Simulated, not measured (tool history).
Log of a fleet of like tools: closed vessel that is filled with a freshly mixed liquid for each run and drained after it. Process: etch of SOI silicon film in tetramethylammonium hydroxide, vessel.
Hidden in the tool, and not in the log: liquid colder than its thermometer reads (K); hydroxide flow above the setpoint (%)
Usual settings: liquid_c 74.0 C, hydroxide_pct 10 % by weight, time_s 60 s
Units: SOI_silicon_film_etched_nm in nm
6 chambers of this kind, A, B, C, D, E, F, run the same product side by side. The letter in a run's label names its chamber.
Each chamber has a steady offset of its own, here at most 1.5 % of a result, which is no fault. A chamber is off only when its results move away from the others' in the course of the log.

run	day	liquid_c	hydroxide_pct	time_s	hours since the thermometer was replaced	hours since the hydroxide flow meter was replaced	read-back film thickness of the SOI silicon film reference wafer, read on the same gauge (nm)	SOI_silicon_film_etched_nm
# day 0.179: chamber E: thermometer replaced
1B	0.354	74.0	10	60	487.3	114.2	39.964	540.22
2C	0.567	74.0	10	60	342.1	1862.7	40.028	524.21
3F	0.733	74.0	10	60	289.3	838.0	40.028	525.38
4E	1.058	74.0	10	60	21.2	656.7	39.991	530.83
5A	1.371	74.0	10	60	887.0	963.4	40.026	537.98
6D	1.617	74.0	10	60	958.5	1137.7	40.024	527.57
7A	1.821	74.0	10	60	897.8	974.2	39.999	538.20
8B	1.992	74.0	10	60	526.6	153.5	40.010	537.60
9D	2.317	74.0	10	60	975.3	1154.5	39.998	527.88
10C	2.504	74.0	10	60	388.6	1909.2	40.019	530.14
11E	2.775	74.0	10	60	62.4	697.9	39.981	537.37
12F	3.088	74.0	10	60	345.8	894.5	40.030	532.12
13B	3.333	74.0	10	60	558.8	185.7	40.039	534.42
14D	3.662	70.5	10	80	1007.6	1186.8	39.984	571.09
15C	3.967	70.5	10	80	423.7	1944.3	40.015	574.12
16E	4.208	70.5	10	80	96.8	732.3	40.034	577.44
17F	4.383	70.5	10	80	376.9	925.6	39.959	585.12
18A	4.733	70.5	10	80	967.7	1044.1	40.020	585.84
19B	5.083	70.5	10	80	600.8	227.7	40.004	585.25
20D	5.271	74.0	10	60	1046.2	1225.4	40.023	525.47
21C	5.612	74.0	10	60	463.2	1983.8	39.994	519.08
22E	5.817	77.5	8	60	135.4	770.9	40.013	707.91
23F	6.067	77.5	8	60	417.3	966.0	39.987	692.59
24A	6.371	77.5	8	60	1007.0	1083.4	40.001	704.13
25F	6.533	77.5	8	60	428.5	977.2	40.017	695.58
26C	6.712	77.5	8	60	489.6	2010.2	39.991	688.35
27D	7.004	77.5	8	60	1087.8	1267.0	40.014	695.70
28E	7.212	74.0	10	60	168.9	804.4	40.013	535.85
# day 7.242: chamber C: thermometer replaced
29B	7.421	74.0	10	60	656.9	283.8	39.975	533.26
30A	7.721	74.0	10	60	1039.4	1115.8	40.038	544.31
31A	7.904	74.0	10	60	1043.8	1120.2	39.977	538.29
32B	8.146	74.0	10	60	674.3	301.2	39.978	539.63
33E	8.417	74.0	10	60	197.8	833.3	39.982	535.80
34D	8.783	74.0	10	60	1130.5	1309.7	39.979	529.03
35C	9.058	74.0	10	60	43.7	2066.5	39.991	523.41
36F	9.421	74.0	10	60	497.8	1046.5	39.998	503.07
37A	9.679	74.0	10	60	1086.4	1162.8	39.986	536.15
38C	9.962	74.0	10	60	65.4	2088.2	40.014	515.63
39B	10.258	74.0	10	60	725.0	351.9	39.987	534.70
40F	10.596	74.0	10	60	526.0	1074.7	39.990	496.59
41E	10.900	74.0	10	60	257.4	892.9	40.006	538.79
# day 11.058: chamber F: hydroxide flow meter replaced
42D	11.100	74.0	10	60	1186.1	1365.3	39.971	524.82
43B	11.262	74.0	10	60	749.1	376.0	40.046	537.36
44F	11.462	74.0	11	40	546.8	9.7	39.963	316.84

Is one chamber off against the others, does the gauge drift, or is nothing wrong? If a chamber is off, say which, and what the likeliest cause is.

Chamber F drifts away from the others.
Cause: liquid colder than its thermometer reads (K) = 1.65.

Here are 4 candidates for chamber F's next run, each the usual settings with a change, their results left as question marks. Which one brings its results back in line with what the others give on the usual settings?
In line means no further than this from the other chambers' mean on the usual settings: SOI_silicon_film_etched_nm 12.00 nm
45F-1	11.729	75.5	10	60				?
45F-2	11.729	74.0	10	55				?
45F-3	11.729	73.0	10	60				?
45F-4	11.729	75.0	10	60				?

The other chambers' mean on the usual settings: SOI_silicon_film_etched_nm 532.33 nm
run	SOI_silicon_film_etched_nm
45F-1	528.06
45F-2	443.95
45F-3	457.25
45F-4	513.09
45F-1 brings the chamber back in line.

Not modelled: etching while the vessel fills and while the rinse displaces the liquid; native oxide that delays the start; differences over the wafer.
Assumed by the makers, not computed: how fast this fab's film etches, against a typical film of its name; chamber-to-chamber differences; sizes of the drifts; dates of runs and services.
